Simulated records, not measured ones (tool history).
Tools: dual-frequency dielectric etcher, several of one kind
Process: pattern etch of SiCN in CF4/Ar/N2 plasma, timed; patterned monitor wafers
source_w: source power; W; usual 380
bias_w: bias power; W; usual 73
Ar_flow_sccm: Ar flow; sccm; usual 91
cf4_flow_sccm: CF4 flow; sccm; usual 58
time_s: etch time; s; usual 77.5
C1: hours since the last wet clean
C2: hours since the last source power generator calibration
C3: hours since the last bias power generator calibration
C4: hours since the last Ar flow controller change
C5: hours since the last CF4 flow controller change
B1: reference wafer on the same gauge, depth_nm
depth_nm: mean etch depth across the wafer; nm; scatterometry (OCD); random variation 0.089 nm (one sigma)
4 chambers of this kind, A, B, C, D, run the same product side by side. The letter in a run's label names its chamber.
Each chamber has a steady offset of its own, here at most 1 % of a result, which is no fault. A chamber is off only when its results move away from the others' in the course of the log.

Run 1B, day 0.258: usual settings; C1 329.5; C2 2295.7; C3 2050.4; C4 3278.0; C5 442.5; B1 48.092. Result: depth_nm 57.170 nm.
Run 2C, day 0.642: usual settings; C1 449.4; C2 2257.0; C3 298.7; C4 245.3; C5 675.8; B1 48.131. Result: depth_nm 56.531 nm.
At day 0.767: chamber C: wet clean of the chamber.
Run 3A, day 0.875: usual settings; C1 410.4; C2 1384.2; C3 1985.0; C4 2195.5; C5 100.5; B1 48.120. Result: depth_nm 57.294 nm.
Run 4D, day 1.217: usual settings; C1 36.6; C2 2531.0; C3 1252.2; C4 3051.0; C5 242.1; B1 48.129. Result: depth_nm 56.984 nm.
Run 5C, day 1.562: usual settings; C1 19.2; C2 2279.1; C3 320.8; C4 267.4; C5 697.9; B1 48.161. Result: depth_nm 56.626 nm.
Run 6B, day 1.854: usual settings; C1 367.8; C2 2334.0; C3 2088.7; C4 3316.3; C5 480.8; B1 48.173. Result: depth_nm 57.308 nm.
Run 7A, day 2.050: usual settings; C1 438.6; C2 1412.4; C3 2013.2; C4 2223.7; C5 128.7; B1 48.153. Result: depth_nm 57.403 nm.
Run 8D, day 2.379: usual settings; C1 64.5; C2 2558.9; C3 1280.1; C4 3078.9; C5 270.0; B1 48.194. Result: depth_nm 56.953 nm.
Run 9C, day 2.638: usual settings but source_w 410 W, Ar_flow_sccm 109 sccm; C1 45.0; C2 2304.9; C3 346.6; C4 293.2; C5 723.7; B1 48.177. Result: depth_nm 59.078 nm.
At day 2.867: chamber A: bias power generator calibrated.
Run 10A, day 3.012: usual settings but source_w 410 W, Ar_flow_sccm 109 sccm; C1 461.7; C2 1435.5; C3 3.6; C4 2246.8; C5 151.8; B1 48.207. Result: depth_nm 59.469 nm.
Run 11D, day 3.342: usual settings but source_w 410 W, Ar_flow_sccm 109 sccm; C1 87.6; C2 2582.0; C3 1303.2; C4 3102.0; C5 293.1; B1 48.214. Result: depth_nm 59.388 nm.
Run 12B, day 3.667: usual settings but source_w 410 W, Ar_flow_sccm 109 sccm; C1 411.3; C2 2377.5; C3 2132.2; C4 3359.8; C5 524.3; B1 48.227. Result: depth_nm 59.729 nm.
Run 13B, day 4.042: usual settings; C1 420.3; C2 2386.5; C3 2141.2; C4 3368.8; C5 533.3; B1 48.215. Result: depth_nm 57.332 nm.
Run 14C, day 4.350: usual settings but source_w 440 W, Ar_flow_sccm 77 sccm; C1 86.1; C2 2346.0; C3 387.7; C4 334.3; C5 764.8; B1 48.261. Result: depth_nm 66.168 nm.
Run 15D, day 4.583: usual settings but source_w 440 W, Ar_flow_sccm 77 sccm; C1 117.4; C2 2611.8; C3 1333.0; C4 3131.8; C5 322.9; B1 48.255. Result: depth_nm 66.852 nm.
Run 16A, day 4.925: usual settings but source_w 440 W, Ar_flow_sccm 77 sccm; C1 507.6; C2 1481.4; C3 49.5; C4 2292.7; C5 197.7; B1 48.256. Result: depth_nm 66.803 nm.
Run 17C, day 5.238: usual settings but source_w 440 W, Ar_flow_sccm 77 sccm; C1 107.4; C2 2367.3; C3 409.0; C4 355.6; C5 786.1; B1 48.276. Result: depth_nm 66.169 nm.
Run 18A, day 5.483: usual settings; C1 521.0; C2 1494.8; C3 62.9; C4 2306.1; C5 211.1; B1 48.287. Result: depth_nm 57.410 nm.
Run 19D, day 5.871: usual settings but source_w 460 W, time_s 90.5 s; C1 148.3; C2 2642.7; C3 1363.9; C4 3162.7; C5 353.8; B1 48.295. Result: depth_nm 78.951 nm.
Run 20B, day 6.146: usual settings but source_w 460 W, time_s 90.5 s; C1 470.8; C2 2437.0; C3 2191.7; C4 3419.3; C5 583.8; B1 48.289. Result: depth_nm 79.404 nm.
Run 21B, day 6.325: usual settings but source_w 460 W, time_s 90.5 s; C1 475.1; C2 2441.3; C3 2196.0; C4 3423.6; C5 588.1; B1 48.299. Result: depth_nm 79.262 nm.
Run 22D, day 6.500: usual settings but source_w 460 W, time_s 90.5 s; C1 163.4; C2 2657.8; C3 1379.0; C4 3177.8; C5 368.9; B1 48.326. Result: depth_nm 78.990 nm.
Run 23A, day 6.683: usual settings; C1 549.8; C2 1523.6; C3 91.7; C4 2334.9; C5 239.9; B1 48.296. Result: depth_nm 57.472 nm.
Run 24C, day 6.879: usual settings; C1 146.8; C2 2406.7; C3 448.4; C4 395.0; C5 825.5; B1 48.329. Result: depth_nm 56.933 nm.
Run 25A, day 7.217: usual settings; C1 562.6; C2 1536.4; C3 104.5; C4 2347.7; C5 252.7; B1 48.347. Result: depth_nm 57.441 nm.
Run 26B, day 7.542: usual settings; C1 504.3; C2 2470.5; C3 2225.2; C4 3452.8; C5 617.3; B1 48.358. Result: depth_nm 57.512 nm.
At day 7.717: chamber A: wet clean of the chamber.
Run 27C, day 7.788: usual settings; C1 168.6; C2 2428.5; C3 470.2; C4 416.8; C5 847.3; B1 48.364. Result: depth_nm 56.731 nm.
Run 28D, day 8.179: usual settings; C1 203.7; C2 2698.1; C3 1419.3; C4 3218.1; C5 409.2; B1 48.367. Result: depth_nm 57.257 nm.
Run 29B, day 8.554: usual settings; C1 528.6; C2 2494.8; C3 2249.5; C4 3477.1; C5 641.6; B1 48.391. Result: depth_nm 57.673 nm.
Run 30C, day 8.758: usual settings; C1 191.9; C2 2451.8; C3 493.5; C4 440.1; C5 870.6; B1 48.402. Result: depth_nm 56.931 nm.
Run 31A, day 9.029: usual settings but bias_w 56 W, Ar_flow_sccm 112 sccm; C1 31.6; C2 1579.9; C3 148.0; C4 2391.2; C5 296.2; B1 48.420. Result: depth_nm 50.815 nm.

All 4 chambers run these settings next. Forecast each chamber's results:
Run 32A, day 9.321: usual settings. Result: depth_nm ?.
Run 32B, day 9.321: usual settings. Result: depth_nm ?.
Run 32C, day 9.321: usual settings. Result: depth_nm ?.
Run 32D, day 9.321: usual settings. Result: depth_nm ?.

run  depth_nm
32A    57.529
32B    57.570
32C    56.930
32D    57.211
